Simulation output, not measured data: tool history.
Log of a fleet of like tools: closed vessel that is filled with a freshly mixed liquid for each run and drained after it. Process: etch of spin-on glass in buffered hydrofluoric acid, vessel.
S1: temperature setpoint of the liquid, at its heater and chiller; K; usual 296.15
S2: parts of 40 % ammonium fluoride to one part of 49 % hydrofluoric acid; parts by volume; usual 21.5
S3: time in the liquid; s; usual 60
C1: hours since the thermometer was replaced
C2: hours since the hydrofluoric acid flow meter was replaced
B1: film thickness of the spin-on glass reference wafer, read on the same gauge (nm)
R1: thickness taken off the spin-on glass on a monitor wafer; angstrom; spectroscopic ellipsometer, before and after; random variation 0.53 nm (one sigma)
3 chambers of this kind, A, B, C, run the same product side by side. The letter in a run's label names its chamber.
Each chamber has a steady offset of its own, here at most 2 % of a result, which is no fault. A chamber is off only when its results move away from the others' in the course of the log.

run,hour,S1,S2,S3,C1,C2,B1,R1
1B,10.5,296.15,21.5,60,753.4,456.3,150.02,905.49
2C,22.8,296.15,21.5,60,79.1,154.0,150.00,910.52
3A,30.4,296.15,21.5,60,1254.5,606.5,150.00,895.44
4B,42.2,296.15,21.5,60,785.1,488.0,150.01,911.81
5A,52.3,296.15,21.5,60,1276.4,628.4,149.99,906.38
6C,66.1,296.15,21.5,60,122.4,197.3,150.00,915.41
7B,78.4,298.65,24.5,60,821.3,524.2,150.00,951.98
8A,85.0,298.65,24.5,60,1309.1,661.1,150.02,936.57
# hour 86.0: chamber B: hydrofluoric acid flow meter replaced
9C,92.7,298.65,24.5,60,149.0,223.9,150.01,955.68
10A,106.0,296.15,21.5,60,1330.1,682.1,150.01,896.03
11C,116.1,296.15,21.5,60,172.4,247.3,150.01,916.51
12B,122.9,296.15,21.5,60,865.8,36.9,150.01,904.25
13C,134.0,296.15,21.5,60,190.3,265.2,150.00,913.47
14A,148.4,296.15,21.5,60,1372.5,724.5,149.98,909.62
15B,160.4,296.15,21.5,60,903.3,74.4,149.99,907.74
16C,167.6,299.65,21.5,60,223.9,298.8,149.99,1102.30
17B,175.9,299.65,21.5,60,918.8,89.9,149.99,1101.60
18A,184.7,299.65,21.5,60,1408.8,760.8,150.01,1107.60
19C,191.2,296.15,21.5,60,247.5,322.4,150.01,915.29
20A,204.9,296.15,21.5,60,1429.0,781.0,150.00,935.85
21B,214.5,296.15,21.5,60,957.4,128.5,150.00,903.24
22C,227.4,291.65,21.5,60,283.7,358.6,149.99,704.49
23B,239.3,291.65,21.5,60,982.2,153.3,150.01,705.66
24A,251.4,291.65,21.5,60,1475.5,827.5,150.03,741.67
25A,259.7,296.15,21.5,60,1483.8,835.8,150.01,951.07
26B,266.5,296.15,21.5,60,1009.4,180.5,150.00,909.53
27C,274.0,298.65,19.0,60,330.3,405.2,150.01,1152.40
28C,281.9,298.65,19.0,60,338.2,413.1,150.01,1158.90
29A,291.1,298.65,19.0,60,1515.2,867.2,149.99,1218.70
30B,302.1,296.15,21.5,60,1045.0,216.1,150.00,909.01
31C,309.7,296.15,21.5,60,366.0,440.9,149.99,912.80

Is one chamber off against the others, does the gauge drift, or is nothing wrong? If a chamber is off, say which, and what the likeliest cause is.

Chamber A drifts away from the others.
Cause: liquid hotter than its thermometer reads (K) = 1.44.
The log may not tell that from: hydrofluoric acid flow above the setpoint (%).

Here are 4 candidates for chamber A's next run, each the usual settings with a change, their results left as question marks. Which one brings its results back in line with what the others give on the usual settings?
In line means no further than this from the other chambers' mean on the usual settings: R1 19.00 angstrom
32A-1,320.1,296.65,21.5,65,,,,?
32A-2,320.1,296.65,20.5,60,,,,?
32A-3,320.1,294.15,21.5,60,,,,?
32A-4,320.1,296.15,23.5,60,,,,?

The other chambers' mean on the usual settings: R1 911.23 angstrom
run,R1
32A-1,1077.30
32A-2,1028.10
32A-3,868.86
32A-4,909.97
32A-4 brings the chamber back in line.
